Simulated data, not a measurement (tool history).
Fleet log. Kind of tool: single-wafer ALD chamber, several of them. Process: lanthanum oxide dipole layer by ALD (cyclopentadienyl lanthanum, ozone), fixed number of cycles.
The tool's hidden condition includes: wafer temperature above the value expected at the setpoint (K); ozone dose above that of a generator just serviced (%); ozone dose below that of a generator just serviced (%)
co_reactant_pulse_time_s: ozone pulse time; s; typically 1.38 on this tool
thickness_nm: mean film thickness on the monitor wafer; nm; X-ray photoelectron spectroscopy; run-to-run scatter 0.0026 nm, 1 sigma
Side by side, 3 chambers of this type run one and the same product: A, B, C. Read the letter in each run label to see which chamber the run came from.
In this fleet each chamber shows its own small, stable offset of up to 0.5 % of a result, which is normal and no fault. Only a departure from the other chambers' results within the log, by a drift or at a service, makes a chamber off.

run   hour  co_reactant_pulse_time_s  hours since the last thermocouple change  hours since the last ozone generator service  read-back reference wafer on the same gauge, thickness_nm  thickness_nm
 1A    6.7                      1.38                                    1525.9                                        1025.5                                                     0.5845       0.53748
 2C   15.1                      1.38                                     406.1                                         754.4                                                    0.58473        0.5404
 3B   22.1                      1.38                                     506.6                                         699.3                                                    0.58477       0.53781
 4C   27.3                      1.38                                     418.3                                         766.6                                                    0.58485       0.54224
      31.8  -- chamber A: thermocouple changed; heater temperature recalibrated
 5A   36.3                      1.38                                       4.5                                        1055.1                                                    0.58435       0.53773
 6B   42.9                      1.38                                     527.4                                         720.1                                                    0.58487       0.53853
 7A   51.2                      1.38                                      19.4                                          1070                                                    0.58414       0.54326
 8B   60.4                      1.38                                     544.9                                         737.6                                                    0.58576       0.54108
 9C   67.1                      1.38                                     458.1                                         806.4                                                    0.58526       0.53713
10A   74.3                      1.38                                      42.5                                        1093.1                                                    0.58524       0.54068
11B   81.9                      1.38                                     566.4                                         759.1                                                    0.58489        0.5396
12C   87.9                      1.38                                     478.9                                         827.2                                                    0.58567        0.5387
13A   96.5                      1.38                                      64.7                                        1115.3                                                     0.5845       0.53941
14C  102.5                      1.74                                     493.5                                         841.8                                                    0.58559       0.56365
15B  108.6                      1.74                                     593.1                                         785.8                                                    0.58507       0.55625
16B  114.5                      1.74                                       599                                         791.7                                                     0.5851       0.56122
17A  123.5                      1.38                                      91.7                                        1142.3                                                    0.58463       0.54332
18C  131.9                      1.38                                     522.9                                         871.2                                                    0.58538       0.53401
     139.4  -- chamber A: ozone generator serviced
19A  139.7                      1.38                                     107.9                                           0.4                                                    0.58519       0.53817
20B  146.5                      1.38                                       631                                         823.7                                                    0.58472       0.54109
21C  153.1                      1.38                                     544.1                                         892.4                                                     0.5846       0.54146
22A  158.7                      1.38                                     126.9                                          19.4                                                    0.58454       0.53873
23C  164.2                      1.38                                     555.2                                         903.5                                                    0.58522       0.54121
24B  168.5                      1.38                                       653                                         845.7                                                    0.58571       0.54066
25C  174.7                      1.88                                     565.7                                           914                                                    0.58538       0.56288
26B  178.9                      1.88                                     663.4                                         856.1                                                    0.58448       0.56454
27A  187.8                      1.88                                       156                                          48.5                                                     0.5852       0.56146
28B  195.5                      1.38                                       680                                         872.7                                                    0.58522        0.5398
     204.1  -- chamber C: ozone generator serviced
29C  204.5                      1.38                                     595.5                                           0.5                                                    0.58485       0.54434
30A  210.2                      1.38                                     178.4                                          70.9                                                    0.58495       0.53418
31B  217.2                      1.38                                     701.7                                         894.4                                                     0.5851       0.53609
32A  226.5                      1.38                                     194.7                                          87.2                                                    0.58511       0.53518

Next, all 3 chambers run the settings below, one line each with question marks for the results. What does each chamber give?
33A  233.3                      1.86                                                                                                                                                                ?
33B  233.3                      1.86                                                                                                                                                                ?
33C  233.3                      1.86                                                                                                                                                                ?

run  thickness_nm
33A       0.56155
33B       0.56181
33C         0.561
